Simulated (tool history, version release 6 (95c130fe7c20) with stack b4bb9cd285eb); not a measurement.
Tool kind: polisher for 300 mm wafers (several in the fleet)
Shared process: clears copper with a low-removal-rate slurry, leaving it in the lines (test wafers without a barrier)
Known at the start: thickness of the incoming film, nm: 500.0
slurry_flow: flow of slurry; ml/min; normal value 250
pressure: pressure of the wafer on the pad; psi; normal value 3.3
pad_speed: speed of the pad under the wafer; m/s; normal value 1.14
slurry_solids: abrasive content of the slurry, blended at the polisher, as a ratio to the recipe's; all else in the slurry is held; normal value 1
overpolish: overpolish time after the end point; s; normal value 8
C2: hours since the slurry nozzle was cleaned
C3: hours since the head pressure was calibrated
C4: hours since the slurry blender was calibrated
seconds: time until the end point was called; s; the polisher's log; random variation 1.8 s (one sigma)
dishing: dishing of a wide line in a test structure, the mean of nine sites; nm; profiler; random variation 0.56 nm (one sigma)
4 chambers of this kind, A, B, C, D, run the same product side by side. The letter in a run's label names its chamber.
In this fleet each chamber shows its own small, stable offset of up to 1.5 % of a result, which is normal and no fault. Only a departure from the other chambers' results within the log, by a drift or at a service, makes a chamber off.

run 1D day=0.225 | slurry_flow=250 pressure=3.3 pad_speed=1.14 slurry_solids=1 overpolish=8 | wafers_polished_on_this_pad=469 C2=106.7 C3=273.3 C4=68.3 | seconds=117.18 dishing=26.791
run 2B day=0.5 | slurry_flow=250 pressure=3.3 pad_speed=1.14 slurry_solids=1 overpolish=8 | wafers_polished_on_this_pad=1219 C2=69.8 C3=408.4 C4=38.7 | seconds=116.37 dishing=25.481
run 3A day=0.754 | slurry_flow=250 pressure=3.3 pad_speed=1.14 slurry_solids=1 overpolish=8 | wafers_polished_on_this_pad=1112 C2=193 C3=343.2 C4=342.3 | seconds=115.93 dishing=25.995
run 4C day=1.012 | slurry_flow=250 pressure=3.3 pad_speed=1.14 slurry_solids=1 overpolish=8 | wafers_polished_on_this_pad=523 C2=379.3 C3=397.5 C4=137.5 | seconds=114.46 dishing=25.145
run 5B day=1.162 | slurry_flow=250 pressure=3.3 pad_speed=1.14 slurry_solids=1 overpolish=8 | wafers_polished_on_this_pad=1334 C2=85.7 C3=424.3 C4=54.6 | seconds=113.34 dishing=26.518
run 6C day=1.458 | slurry_flow=250 pressure=3.3 pad_speed=1.14 slurry_solids=1 overpolish=8 | wafers_polished_on_this_pad=600 C2=390 C3=408.2 C4=148.2 | seconds=113.47 dishing=24.896
run 7D day=1.625 | slurry_flow=250 pressure=3.3 pad_speed=1.14 slurry_solids=1 overpolish=8 | wafers_polished_on_this_pad=711 C2=140.3 C3=306.9 C4=101.9 | seconds=115.23 dishing=26.44
-- day=1.683 chamber B: worn pad replaced by a new one
-- day=1.825 chamber A: worn pad replaced by a new one
run 8A day=1.829 | slurry_flow=250 pressure=3.3 pad_speed=1.14 slurry_solids=1 overpolish=8 | wafers_polished_on_this_pad=1 C2=218.8 C3=369 C4=368.1 | seconds=115.22 dishing=25.35
run 9B day=2.088 | slurry_flow=250 pressure=3.3 pad_speed=1.14 slurry_solids=1 overpolish=8 | wafers_polished_on_this_pad=70 C2=107.9 C3=446.5 C4=76.8 | seconds=115.39 dishing=25.278
run 10C day=2.258 | slurry_flow=250 pressure=3.3 pad_speed=1.14 slurry_solids=1 overpolish=8 | wafers_polished_on_this_pad=738 C2=409.2 C3=427.4 C4=167.4 | seconds=112.77 dishing=25.971
-- day=2.358 chamber C: worn pad replaced by a new one
run 11D day=2.479 | slurry_flow=250 pressure=3.3 pad_speed=1.14 slurry_solids=1 overpolish=8 | wafers_polished_on_this_pad=859 C2=160.8 C3=327.4 C4=122.4 | seconds=114.44 dishing=25.272
-- day=2.6 chamber A: slurry nozzle cleaned
run 12A day=2.629 | slurry_flow=250 pressure=3.3 pad_speed=1.44 slurry_solids=1 overpolish=8 | wafers_polished_on_this_pad=139 C2=0.7 C3=388.2 C4=387.3 | seconds=91.169 dishing=31.219
run 13A day=2.825 | slurry_flow=250 pressure=3.3 pad_speed=1.44 slurry_solids=1 overpolish=8 | wafers_polished_on_this_pad=173 C2=5.4 C3=392.9 C4=392 | seconds=88.684 dishing=31.777
-- day=2.971 chamber D: worn pad replaced by a new one
-- day=3.079 chamber D: slurry blender recalibrated
run 14D day=3.108 | slurry_flow=250 pressure=3.3 pad_speed=1.44 slurry_solids=1 overpolish=8 | wafers_polished_on_this_pad=23 C2=175.9 C3=342.5 C4=0.8 | seconds=89.78 dishing=32.439
run 15B day=3.371 | slurry_flow=250 pressure=3.3 pad_speed=1.44 slurry_solids=1 overpolish=8 | wafers_polished_on_this_pad=291 C2=138.7 C3=477.3 C4=107.6 | seconds=90.138 dishing=31.685
-- day=3.408 chamber A: slurry blender recalibrated
run 16C day=3.512 | slurry_flow=250 pressure=3.3 pad_speed=1.14 slurry_solids=1 overpolish=8 | wafers_polished_on_this_pad=199 C2=439.3 C3=457.5 C4=197.5 | seconds=114.43 dishing=24.586
run 17B day=3.8 | slurry_flow=250 pressure=3.3 pad_speed=1.28 slurry_solids=1 overpolish=4 | wafers_polished_on_this_pad=365 C2=149 C3=487.6 C4=117.9 | seconds=102.57 dishing=14.572
run 18D day=4.092 | slurry_flow=250 pressure=3.3 pad_speed=1.28 slurry_solids=1 overpolish=4 | wafers_polished_on_this_pad=193 C2=199.5 C3=366.1 C4=24.4 | seconds=101.59 dishing=15.049
run 19C day=4.296 | slurry_flow=250 pressure=3.3 pad_speed=1.28 slurry_solids=1 overpolish=4 | wafers_polished_on_this_pad=335 C2=458.1 C3=476.3 C4=216.3 | seconds=103.3 dishing=15.202
run 20A day=4.483 | slurry_flow=250 pressure=3.3 pad_speed=1.28 slurry_solids=1 overpolish=4 | wafers_polished_on_this_pad=459 C2=45.2 C3=432.7 C4=25.8 | seconds=103.81 dishing=14.159
run 21B day=4.712 | slurry_flow=250 pressure=3.8 pad_speed=1.14 slurry_solids=1 overpolish=8 | wafers_polished_on_this_pad=523 C2=170.9 C3=509.5 C4=139.8 | seconds=100.04 dishing=28.708
-- day=4.842 chamber B: head pressure recalibrated
run 22C day=4.971 | slurry_flow=250 pressure=3.8 pad_speed=1.14 slurry_solids=1 overpolish=8 | wafers_polished_on_this_pad=451 C2=474.3 C3=492.5 C4=232.5 | seconds=99.942 dishing=29.24
run 23D day=5.196 | slurry_flow=250 pressure=3.8 pad_speed=1.14 slurry_solids=1 overpolish=8 | wafers_polished_on_this_pad=384 C2=226 C3=392.6 C4=50.9 | seconds=102.23 dishing=28.544
-- day=5.254 chamber B: slurry blender recalibrated
run 24A day=5.458 | slurry_flow=250 pressure=3.8 pad_speed=1.14 slurry_solids=1 overpolish=8 | wafers_polished_on_this_pad=627 C2=68.6 C3=456.1 C4=49.2 | seconds=100.41 dishing=27.962
run 25D day=5.758 | slurry_flow=250 pressure=3.3 pad_speed=1.14 slurry_solids=1 overpolish=8 | wafers_polished_on_this_pad=481 C2=239.5 C3=406.1 C4=64.4 | seconds=114.39 dishing=25.01
run 26B day=6.042 | slurry_flow=250 pressure=3.3 pad_speed=1.14 slurry_solids=1 overpolish=8 | wafers_polished_on_this_pad=752 C2=202.8 C3=28.9 C4=18.9 | seconds=121.65 dishing=23.231
run 27A day=6.329 | slurry_flow=250 pressure=3.3 pad_speed=1.14 slurry_solids=1 overpolish=8 | wafers_polished_on_this_pad=778 C2=89.5 C3=477 C4=70.1 | seconds=117.19 dishing=24.461
run 28C day=6.462 | slurry_flow=250 pressure=3.3 pad_speed=1.14 slurry_solids=1 overpolish=8 | wafers_polished_on_this_pad=709 C2=510.1 C3=528.3 C4=268.3 | seconds=119.56 dishing=25.058
run 29A day=6.738 | slurry_flow=250 pressure=3.3 pad_speed=1.14 slurry_solids=1 overpolish=13 | wafers_polished_on_this_pad=848 C2=99.3 C3=486.8 C4=79.9 | seconds=113.93 dishing=38.508
run 30C day=6.946 | slurry_flow=250 pressure=3.3 pad_speed=1.14 slurry_solids=1 overpolish=13 | wafers_polished_on_this_pad=792 C2=521.7 C3=539.9 C4=279.9 | seconds=113.48 dishing=38.238
run 31D day=7.242 | slurry_flow=250 pressure=3.3 pad_speed=1.14 slurry_solids=1 overpolish=13 | wafers_polished_on_this_pad=737 C2=275.1 C3=441.7 C4=100 | seconds=115.06 dishing=38.544
run 32B day=7.454 | slurry_flow=250 pressure=3.3 pad_speed=1.14 slurry_solids=1 overpolish=13 | wafers_polished_on_this_pad=996 C2=236.7 C3=62.8 C4=52.8 | seconds=126.15 dishing=35.592
run 33D day=7.662 | slurry_flow=250 pressure=3.3 pad_speed=1.14 slurry_solids=1 overpolish=8 | wafers_polished_on_this_pad=810 C2=285.2 C3=451.8 C4=110.1 | seconds=116.13 dishing=24.59
-- day=7.679 chamber C: worn pad replaced by a new one
-- day=7.688 chamber D: worn pad replaced by a new one
run 34B day=7.946 | slurry_flow=250 pressure=3.3 pad_speed=1.14 slurry_solids=1 overpolish=8 | wafers_polished_on_this_pad=1081 C2=248.5 C3=74.6 C4=64.6 | seconds=125.95 dishing=23.21
-- day=7.992 chamber A: worn pad replaced by a new one
run 35A day=8.233 | slurry_flow=250 pressure=3.3 pad_speed=1.14 slurry_solids=1 overpolish=8 | wafers_polished_on_this_pad=42 C2=135.2 C3=522.7 C4=115.8 | seconds=115.02 dishing=26.106
run 36C day=8.471 | slurry_flow=250 pressure=3.3 pad_speed=1.14 slurry_solids=1 overpolish=8 | wafers_polished_on_this_pad=137 C2=558.3 C3=576.5 C4=316.5 | seconds=114.96 dishing=25.42
-- day=8.633 chamber C: slurry nozzle cleaned
run 37D day=8.754 | slurry_flow=250 pressure=3.3 pad_speed=1.14 slurry_solids=1 overpolish=8 | wafers_polished_on_this_pad=184 C2=311.4 C3=478 C4=136.3 | seconds=114.88 dishing=25.573
run 38A day=9.008 | slurry_flow=250 pressure=3.3 pad_speed=1.14 slurry_solids=1 overpolish=8 | wafers_polished_on_this_pad=176 C2=153.8 C3=541.3 C4=134.4 | seconds=112.32 dishing=24.823
run 39C day=9.208 | slurry_flow=250 pressure=3.3 pad_speed=1.14 slurry_solids=1 overpolish=8 | wafers_polished_on_this_pad=264 C2=13.9 C3=594.2 C4=334.2 | seconds=114.24 dishing=25.549
run 40B day=9.388 | slurry_flow=250 pressure=3.3 pad_speed=1.14 slurry_solids=1 overpolish=8 | wafers_polished_on_this_pad=1330 C2=283.1 C3=109.2 C4=99.2 | seconds=130.54 dishing=23.446
-- day=9.538 chamber B: worn pad replaced by a new one
run 41A day=9.617 | slurry_flow=250 pressure=3.3 pad_speed=0.98 slurry_solids=1 overpolish=11 | wafers_polished_on_this_pad=281 C2=168.4 C3=555.9 C4=149 | seconds=132.48 dishing=30.447
run 42C day=9.858 | slurry_flow=250 pressure=3.3 pad_speed=0.98 slurry_solids=1 overpolish=11 | wafers_polished_on_this_pad=376 C2=29.5 C3=609.8 C4=349.8 | seconds=132.8 dishing=29.237
run 43B day=10.042 | slurry_flow=250 pressure=3.3 pad_speed=0.98 slurry_solids=1 overpolish=11 | wafers_polished_on_this_pad=87 C2=298.8 C3=124.9 C4=114.9 | seconds=152.92 dishing=25.503

Next, every chamber runs the same settings. What will each give?
run 44A day=10.258 | slurry_flow=250 pressure=3.3 pad_speed=1.02 slurry_solids=1 overpolish=8 | seconds=? dishing=?
run 44B day=10.258 | slurry_flow=250 pressure=3.3 pad_speed=1.02 slurry_solids=1 overpolish=8 | seconds=? dishing=?
run 44C day=10.258 | slurry_flow=250 pressure=3.3 pad_speed=1.02 slurry_solids=1 overpolish=8 | seconds=? dishing=?
run 44D day=10.258 | slurry_flow=250 pressure=3.3 pad_speed=1.02 slurry_solids=1 overpolish=8 | seconds=? dishing=?

run=44A seconds=129.6 dishing=23.493
run=44B seconds=145.16 dishing=21.044
run=44C seconds=127.69 dishing=23.093
run=44D seconds=127.45 dishing=22.671
